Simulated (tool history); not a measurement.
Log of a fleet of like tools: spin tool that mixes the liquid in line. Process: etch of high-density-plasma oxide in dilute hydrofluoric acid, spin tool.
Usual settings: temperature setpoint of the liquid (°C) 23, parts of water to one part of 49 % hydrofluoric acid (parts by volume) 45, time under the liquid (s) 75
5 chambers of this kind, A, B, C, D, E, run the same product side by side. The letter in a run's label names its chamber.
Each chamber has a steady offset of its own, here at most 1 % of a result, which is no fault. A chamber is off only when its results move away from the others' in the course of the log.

run,day,temperature setpoint of the liquid (°C),parts of water to one part of 49 % hydrofluoric acid (parts by volume),time under the liquid (s),"read-back film thickness of the high-density-plasma oxide reference wafer, read on the same gauge (nm)",thickness taken off the high-density-plasma oxide on a monitor wafer (Å)
1A,0.171,23,45,75,89.993,87.383
2D,0.346,23,45,75,90.000,87.755
3B,0.517,23,45,75,89.996,87.956
4C,0.671,23,45,75,89.984,88.511
5E,0.838,25,45,75,89.970,93.431
6E,0.996,25,45,75,89.998,93.606
7B,1.121,25,45,75,89.986,95.535
8D,1.225,25,45,75,89.987,95.778
9C,1.333,25,45,75,90.000,95.078
10A,1.446,23,45,75,89.995,87.810
11A,1.588,23,45,75,89.972,87.486
12D,1.696,23,30,60,90.009,109.670
13E,1.788,23,30,60,89.995,103.540
14C,1.867,23,30,60,90.005,106.660
15B,1.946,23,30,60,89.992,105.350
16C,2.083,23,30,60,89.988,107.500
17E,2.200,23,45,75,89.993,84.972
18D,2.375,23,55,30,89.965,28.608
19A,2.496,23,55,30,89.980,28.500
20B,2.671,23,55,30,90.002,28.548
21B,2.842,23,55,30,90.004,28.464
22A,2.962,23,55,30,89.991,28.080
23D,3.125,23,45,75,89.990,88.446
24E,3.217,23,45,75,89.970,84.346
25C,3.338,23,45,75,90.017,88.154
26E,3.504,23,45,75,89.967,83.003
27B,3.617,23,45,75,89.994,86.631
28D,3.712,23,45,75,90.016,88.701
29A,3.829,23,45,75,90.045,87.771
30C,3.992,23,45,75,89.986,88.472
31C,4.158,23,45,75,90.046,88.160
32A,4.267,19,65,75,90.003,49.519
33B,4.392,19,65,75,90.003,49.567

Next, every chamber runs the same settings. What will each give?
34A,4.521,23,45,100,,?
34B,4.521,23,45,100,,?
34C,4.521,23,45,100,,?
34D,4.521,23,45,100,,?
34E,4.521,23,45,100,,?

run,thickness taken off the high-density-plasma oxide on a monitor wafer (Å)
34A,116.300
34B,116.660
34C,116.440
34D,117.950
34E,109.500

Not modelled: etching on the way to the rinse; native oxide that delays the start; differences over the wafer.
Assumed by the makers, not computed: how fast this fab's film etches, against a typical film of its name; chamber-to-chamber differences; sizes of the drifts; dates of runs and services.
